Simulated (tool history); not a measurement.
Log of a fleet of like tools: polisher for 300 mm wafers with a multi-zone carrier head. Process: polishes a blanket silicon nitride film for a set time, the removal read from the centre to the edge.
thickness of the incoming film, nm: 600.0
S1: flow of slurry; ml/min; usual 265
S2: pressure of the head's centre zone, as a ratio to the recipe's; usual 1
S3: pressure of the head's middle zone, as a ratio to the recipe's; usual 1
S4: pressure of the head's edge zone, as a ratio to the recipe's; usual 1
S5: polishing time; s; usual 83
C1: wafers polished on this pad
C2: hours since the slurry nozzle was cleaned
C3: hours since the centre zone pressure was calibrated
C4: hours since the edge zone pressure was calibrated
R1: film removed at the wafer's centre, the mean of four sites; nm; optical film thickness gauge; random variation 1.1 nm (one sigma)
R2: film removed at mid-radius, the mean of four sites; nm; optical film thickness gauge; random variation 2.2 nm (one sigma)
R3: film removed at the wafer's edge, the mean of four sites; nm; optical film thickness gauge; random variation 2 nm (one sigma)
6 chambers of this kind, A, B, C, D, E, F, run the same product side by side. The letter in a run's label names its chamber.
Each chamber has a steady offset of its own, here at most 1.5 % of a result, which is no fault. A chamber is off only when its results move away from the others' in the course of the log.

At hour 1.2: chamber F: slurry nozzle cleaned.
Run 1F, hour 3.1: usual settings; C1 731; C2 2; C3 271.3; C4 1014.6. Result: R1 144.33 nm, R2 141.14 nm, R3 144.05 nm.
Run 2A, hour 6.7: usual settings; C1 179; C2 252.4; C3 313.6; C4 131.2. Result: R1 142.47 nm, R2 141.42 nm, R3 142.34 nm.
At hour 9.8: chamber E: worn pad replaced by a new one.
Run 3E, hour 11: usual settings; C1 7; C2 517.1; C3 1239.9; C4 586.9. Result: R1 144.55 nm, R2 138.7 nm, R3 142.27 nm.
Run 4C, hour 15.7: usual settings; C1 954; C2 427.1; C3 337.4; C4 844.7. Result: R1 143.83 nm, R2 142.66 nm, R3 139.99 nm.
Run 5B, hour 18.4: usual settings but S3 1.07, S5 62 s; C1 663; C2 504.8; C3 606.4; C4 1037.2. Result: R1 108.41 nm, R2 114.63 nm, R3 106.65 nm.
Run 6D, hour 23: usual settings but S3 1.07, S5 62 s; C1 525; C2 48.3; C3 262.8; C4 781.8. Result: R1 106.02 nm, R2 112.13 nm, R3 107.22 nm.
Run 7E, hour 27: usual settings but S3 1.07, S5 62 s; C1 109; C2 533.1; C3 1255.9; C4 602.9. Result: R1 108.23 nm, R2 113.79 nm, R3 108.38 nm.
Run 8C, hour 31.5: usual settings but S3 1.07, S5 62 s; C1 1055; C2 442.9; C3 353.2; C4 860.5. Result: R1 107.76 nm, R2 111.56 nm, R3 107.41 nm.
At hour 35.8: chamber F: worn pad replaced by a new one.
Run 9A, hour 36.7: usual settings but S3 1.07, S5 62 s; C1 369; C2 282.4; C3 343.6; C4 161.2. Result: R1 105.34 nm, R2 112.4 nm, R3 106.32 nm.
Run 10B, hour 42.4: usual settings but S3 1.07, S5 62 s; C1 816; C2 528.8; C3 630.4; C4 1061.2. Result: R1 107.98 nm, R2 111.93 nm, R3 107.33 nm.
Run 11D, hour 46.8: usual settings; C1 676; C2 72.1; C3 286.6; C4 805.6. Result: R1 143.45 nm, R2 142.45 nm, R3 145.33 nm.
Run 12F, hour 49.6: usual settings; C1 87; C2 48.5; C3 317.8; C4 1061.1. Result: R1 142.99 nm, R2 144.51 nm, R3 145.18 nm.
Run 13C, hour 54: usual settings; C1 1198; C2 465.4; C3 375.7; C4 883. Result: R1 143.49 nm, R2 143.34 nm, R3 143.93 nm.
Run 14B, hour 59: usual settings but S4 1.04, S5 102 s; C1 921; C2 545.4; C3 647; C4 1077.8. Result: R1 177.87 nm, R2 179.24 nm, R3 178.71 nm.
At hour 61.3: chamber C: worn pad replaced by a new one.
Run 15D, hour 64.5: usual settings but S4 1.04, S5 102 s; C1 789; C2 89.8; C3 304.3; C4 823.3. Result: R1 174.74 nm, R2 180.85 nm, R3 180.58 nm.
Run 16F, hour 70.2: usual settings but S4 1.04, S5 102 s; C1 218; C2 69.1; C3 338.4; C4 1081.7. Result: R1 177.08 nm, R2 179.3 nm, R3 182.34 nm.
Run 17A, hour 76: usual settings but S4 1.04, S5 102 s; C1 619; C2 321.7; C3 382.9; C4 200.5. Result: R1 175.47 nm, R2 175.19 nm, R3 178.17 nm.
At hour 78.3: chamber E: centre zone pressure recalibrated.
Run 18E, hour 81.5: usual settings but S4 1.04, S5 102 s; C1 455; C2 587.6; C3 3.3; C4 657.4. Result: R1 174.21 nm, R2 174.57 nm, R3 172.83 nm.
Run 19C, hour 84.4: usual settings but S4 1.04, S5 102 s; C1 146; C2 495.8; C3 406.1; C4 913.4. Result: R1 176.44 nm, R2 173.24 nm, R3 178.07 nm.
Run 20E, hour 90.3: usual settings; C1 511; C2 596.4; C3 12.1; C4 666.2. Result: R1 141.91 nm, R2 140.2 nm, R3 142.11 nm.
Run 21A, hour 94.5: usual settings but S2 1.09, S5 58 s; C1 737; C2 340.2; C3 401.4; C4 219. Result: R1 108.42 nm, R2 97.265 nm, R3 98.729 nm.
At hour 95.8: chamber D: worn pad replaced by a new one.
Run 22B, hour 97.7: usual settings but S2 1.09, S5 58 s; C1 1167; C2 584.1; C3 685.7; C4 1116.5. Result: R1 109.82 nm, R2 100.36 nm, R3 99.392 nm.
At hour 98.8: chamber E: slurry nozzle cleaned.
At hour 99.1: chamber E: worn pad replaced by a new one.
Run 23D, hour 102.3: usual settings but S2 1.09, S5 58 s; C1 41; C2 127.6; C3 342.1; C4 861.1. Result: R1 108.76 nm, R2 101.63 nm, R3 102.18 nm.
Run 24F, hour 105.2: usual settings but S2 1.09, S5 58 s; C1 441; C2 104.1; C3 373.4; C4 1116.7. Result: R1 110.74 nm, R2 101.04 nm, R3 100.48 nm.
At hour 107.4: chamber B: worn pad replaced by a new one.
Run 25F, hour 110.5: usual settings but S2 1.09, S5 58 s; C1 475; C2 109.4; C3 378.7; C4 1122. Result: R1 109.97 nm, R2 102.9 nm, R3 102.22 nm.
At hour 112.3: chamber F: centre zone pressure recalibrated.
Run 26B, hour 115.2: usual settings but S2 1.09, S5 58 s; C1 50; C2 601.6; C3 703.2; C4 1134. Result: R1 110.97 nm, R2 98.88 nm, R3 99.34 nm.
Run 27D, hour 120.7: usual settings; C1 158; C2 146; C3 360.5; C4 879.5. Result: R1 141.95 nm, R2 144.14 nm, R3 145.08 nm.
Run 28C, hour 123.8: usual settings; C1 397; C2 535.2; C3 445.5; C4 952.8. Result: R1 143.71 nm, R2 140.56 nm, R3 141.15 nm.
Run 29E, hour 128.2: usual settings; C1 185; C2 29.5; C3 50; C4 704.1. Result: R1 143.58 nm, R2 142.83 nm, R3 144.21 nm.
Run 30A, hour 133.9: usual settings; C1 987; C2 379.6; C3 440.8; C4 258.4. Result: R1 138.21 nm, R2 135.22 nm, R3 141.22 nm.
Run 31F, hour 136.9: usual settings; C1 642; C2 135.8; C3 24.7; C4 1148.4. Result: R1 144.71 nm, R2 143.55 nm, R3 145.62 nm.
Run 32B, hour 140.5: usual settings; C1 211; C2 626.9; C3 728.5; C4 1159.3. Result: R1 144.61 nm, R2 143.62 nm, R3 143.36 nm.
Run 33A, hour 143.7: usual settings; C1 1049; C2 389.4; C3 450.6; C4 268.2. Result: R1 136.69 nm, R2 139.57 nm, R3 139.83 nm.
Run 34C, hour 148.4: usual settings but S2 1.12, S4 1.11; C1 553; C2 559.8; C3 470.1; C4 977.4. Result: R1 161.57 nm, R2 139.44 nm, R3 150.32 nm.
Run 35E, hour 154.3: usual settings but S2 1.12, S4 1.11; C1 351; C2 55.6; C3 76.1; C4 730.2. Result: R1 161.96 nm, R2 139.41 nm, R3 152.61 nm.
Run 36D, hour 160.4: usual settings but S2 1.12, S4 1.11; C1 411; C2 185.7; C3 400.2; C4 919.2. Result: R1 161.75 nm, R2 142.29 nm, R3 154.65 nm.
At hour 160.5: chamber F: edge zone pressure recalibrated.
Run 37A, hour 166.4: usual settings but S2 1.12, S4 1.11; C1 1194; C2 412.1; C3 473.3; C4 290.9. Result: R1 151.64 nm, R2 136.26 nm, R3 145.86 nm.
At hour 166.7: chamber A: slurry nozzle cleaned.
At hour 167.4: chamber F: worn pad replaced by a new one.
Run 38F, hour 169.5: usual settings but S2 1.12, S4 1.11; C1 13; C2 168.4; C3 57.3; C4 9.1. Result: R1 163.35 nm, R2 144.64 nm, R3 150.76 nm.
Run 39E, hour 173.8: usual settings but S2 1.12, S4 1.11; C1 475; C2 75.1; C3 95.6; C4 749.7. Result: R1 161.37 nm, R2 144.57 nm, R3 151.9 nm.
At hour 177.7: chamber C: slurry nozzle cleaned.
Run 40B, hour 179: usual settings; C1 455; C2 665.4; C3 767; C4 1197.8. Result: R1 143.6 nm, R2 143.26 nm, R3 141.79 nm.
Run 41D, hour 183.8: usual settings; C1 560; C2 209.1; C3 423.6; C4 942.6. Result: R1 142.75 nm, R2 141.36 nm, R3 146.63 nm.
Run 42C, hour 187.6: usual settings; C1 802; C2 9.9; C3 509.3; C4 1016.6. Result: R1 144.13 nm, R2 138.97 nm, R3 145.63 nm.
Run 43A, hour 190.8: usual settings; C1 1349; C2 24.2; C3 497.7; C4 315.3. Result: R1 134.87 nm, R2 138.25 nm, R3 134.48 nm.
At hour 192.6: chamber C: edge zone pressure recalibrated.
Run 44C, hour 196.1: usual settings; C1 856; C2 18.4; C3 517.8; C4 3.5. Result: R1 142.49 nm, R2 141.23 nm, R3 141.57 nm.

Is one chamber off against the others, does the gauge drift, or is nothing wrong? If a chamber is off, say which, and what the likeliest cause is.

Chamber A drifts away from the others.
Cause: removal rate lost through wear of the pad, % = 6.58.

Here are 4 candidates for chamber A's next run, each the usual settings with a change, their results left as question marks. Which one brings its results back in line with what the others give on the usual settings?
In line means no further than this from the other chambers' mean on the usual settings: R1 3.9 nm; R2 7.5 nm; R3 7 nm
Run 45A-1, hour 200.5: usual settings but S1 270 ml/min, S2 1.01, S3 1.01, S4 0.99, S5 93 s. Result: R1 ?, R2 ?, R3 ?.
Run 45A-2, hour 200.5: usual settings but S2 0.99, S3 0.99, S5 78 s. Result: R1 ?, R2 ?, R3 ?.
Run 45A-3, hour 200.5: usual settings but S1 260 ml/min, S2 0.99, S3 0.99, S4 1.01, S5 74 s. Result: R1 ?, R2 ?, R3 ?.
Run 45A-4, hour 200.5: usual settings but S2 1.01, S3 1.01, S5 88 s. Result: R1 ?, R2 ?, R3 ?.

The other chambers' mean on the usual settings: R1 143.4 nm; R2 143.05 nm; R3 143.27 nm
  run      R1      R2      R3
45A-1  152.09  149.93  149.48
45A-2  124.54  123.19  125.88
45A-3  117.87  116.62  119.85
45A-4  143.59  141.58  141.97
45A-4 brings the chamber back in line.
